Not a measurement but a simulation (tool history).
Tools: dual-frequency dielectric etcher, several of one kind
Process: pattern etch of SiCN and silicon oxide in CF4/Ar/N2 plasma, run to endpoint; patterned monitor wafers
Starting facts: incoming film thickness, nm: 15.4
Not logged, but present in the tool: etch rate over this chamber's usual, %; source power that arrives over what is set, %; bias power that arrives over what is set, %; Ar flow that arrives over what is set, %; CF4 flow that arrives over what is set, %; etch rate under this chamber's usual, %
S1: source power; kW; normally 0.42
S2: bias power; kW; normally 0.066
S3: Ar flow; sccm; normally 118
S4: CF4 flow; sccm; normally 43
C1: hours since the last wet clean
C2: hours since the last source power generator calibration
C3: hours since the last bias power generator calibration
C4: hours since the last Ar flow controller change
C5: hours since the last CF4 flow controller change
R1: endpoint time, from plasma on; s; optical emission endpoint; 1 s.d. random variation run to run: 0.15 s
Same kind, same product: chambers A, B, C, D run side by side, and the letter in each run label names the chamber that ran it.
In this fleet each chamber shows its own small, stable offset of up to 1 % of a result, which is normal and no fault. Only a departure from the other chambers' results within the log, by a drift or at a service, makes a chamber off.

| run | day | S1 | S2 | S3 | S4 | C1 | C2 | C3 | C4 | C5 | R1 |
|---|---|---|---|---|---|---|---|---|---|---|---|
| 1A | 0.338 | 0.42 | 0.066 | 118 | 43 | 292.5 | 1194.2 | 635.4 | 754 | 1984.5 | 21.835 |
| 2C | 0.542 | 0.42 | 0.066 | 118 | 43 | 432.4 | 798.5 | 1624.9 | 3467.5 | 28.9 | 22.257 |
| 3B | 0.696 | 0.42 | 0.066 | 118 | 43 | 261.4 | 928.1 | 1759.6 | 171.6 | 2390.5 | 21.783 |
| 4D | 0.896 | 0.42 | 0.066 | 118 | 43 | 234.3 | 36.3 | 1449 | 1158.1 | 698.5 | 21.784 |
| 5D | 1.196 | 0.42 | 0.066 | 118 | 43 | 241.5 | 43.5 | 1456.2 | 1165.3 | 705.7 | 21.889 |
| 6B | 1.496 | 0.42 | 0.066 | 118 | 43 | 280.6 | 947.3 | 1778.8 | 190.8 | 2409.7 | 21.836 |
| 7A | 1.721 | 0.42 | 0.066 | 118 | 43 | 325.7 | 1227.4 | 668.6 | 787.2 | 2017.7 | 21.709 |
| 8C | 2.008 | 0.42 | 0.066 | 118 | 43 | 467.6 | 833.7 | 1660.1 | 3502.7 | 64.1 | 22.05 |
| 9A | 2.246 | 0.42 | 0.066 | 118 | 43 | 338.3 | 1240 | 681.2 | 799.8 | 2030.3 | 21.518 |
| 10B | 2.575 | 0.42 | 0.066 | 118 | 43 | 306.5 | 973.2 | 1804.7 | 216.7 | 2435.6 | 22.051 |
| 11D | 2.808 | 0.42 | 0.066 | 118 | 43 | 280.2 | 82.2 | 1494.9 | 1204 | 744.4 | 21.76 |
| 12C | 3.025 | 0.34 | 0.066 | 118 | 43 | 492 | 858.1 | 1684.5 | 3527.1 | 88.5 | 26.245 |
|  | 3.192 | chamber C: wet clean of the chamber |
| 13C | 3.192 | 0.34 | 0.066 | 118 | 43 | 0 | 862.1 | 1688.5 | 3531.1 | 92.5 | 26.498 |
| 14B | 3.362 | 0.34 | 0.066 | 118 | 43 | 325.4 | 992.1 | 1823.6 | 235.6 | 2454.5 | 26.736 |
| 15D | 3.575 | 0.34 | 0.066 | 118 | 43 | 298.6 | 100.6 | 1513.3 | 1222.4 | 762.8 | 26.116 |
| 16A | 3.779 | 0.42 | 0.066 | 118 | 43 | 375.1 | 1276.8 | 718 | 836.6 | 2067.1 | 21.744 |
| 17D | 4.029 | 0.42 | 0.066 | 118 | 43 | 309.5 | 111.5 | 1524.2 | 1233.3 | 773.7 | 21.715 |
| 18A | 4.2 | 0.42 | 0.066 | 118 | 43 | 385.2 | 1286.9 | 728.1 | 846.7 | 2077.2 | 21.769 |
| 19B | 4.383 | 0.42 | 0.066 | 97 | 43 | 349.9 | 1016.6 | 1848.1 | 260.1 | 2479 | 21.7 |
| 20C | 4.717 | 0.42 | 0.066 | 97 | 43 | 36.6 | 898.7 | 1725.1 | 3567.7 | 129.1 | 21.007 |
| 21A | 4.962 | 0.42 | 0.066 | 97 | 43 | 403.5 | 1305.2 | 746.4 | 865 | 2095.5 | 21.141 |
| 22D | 5.162 | 0.42 | 0.066 | 97 | 43 | 336.7 | 138.7 | 1551.4 | 1260.5 | 800.9 | 21.248 |
| 23B | 5.367 | 0.42 | 0.066 | 118 | 43 | 373.5 | 1040.2 | 1871.7 | 283.7 | 2502.6 | 23.061 |
| 24C | 5.679 | 0.42 | 0.066 | 118 | 43 | 59.7 | 921.8 | 1748.2 | 3590.8 | 152.2 | 21.996 |
| 25C | 5.967 | 0.42 | 0.066 | 118 | 43 | 66.6 | 928.7 | 1755.1 | 3597.7 | 159.1 | 21.921 |

Is one chamber out of step, is the gauge drifting, or do the chambers differ by no more than their own small offsets? For an off chamber, give its letter and the likeliest cause.

Chamber B drifts away from the others.
Likeliest cause: etch rate under this chamber's usual, % = 4.33.
The log might look much the same if the cause were instead: source power that arrives under what is set, %.

Chamber B could run next with any of the 4 candidate recipes listed below; each alters the usual settings, and their results appear as question marks. Which one brings its results back in line with what the other chambers deliver on the usual settings?
Allowed miss from the other chambers' usual-settings mean, per result, to count as in line: R1 0.51 s
| 26B-1 | 6.217 | 0.38 | 0.066 | 118 | 43 |  |  |  |  |  | ? |
| 26B-2 | 6.217 | 0.45 | 0.068 | 116 | 43 |  |  |  |  |  | ? |
| 26B-3 | 6.217 | 0.44 | 0.066 | 118 | 43 |  |  |  |  |  | ? |
| 26B-4 | 6.217 | 0.4 | 0.065 | 119 | 43 |  |  |  |  |  | ? |

The mean the other chambers reach with the usual settings: R1 21.905 s
| run | R1 |
|---|---|
| 26B-1 | 24.944 |
| 26B-2 | 21.182 |
| 26B-3 | 21.913 |
| 26B-4 | 24.01 |
26B-3 puts the chamber back in line with the other chambers.
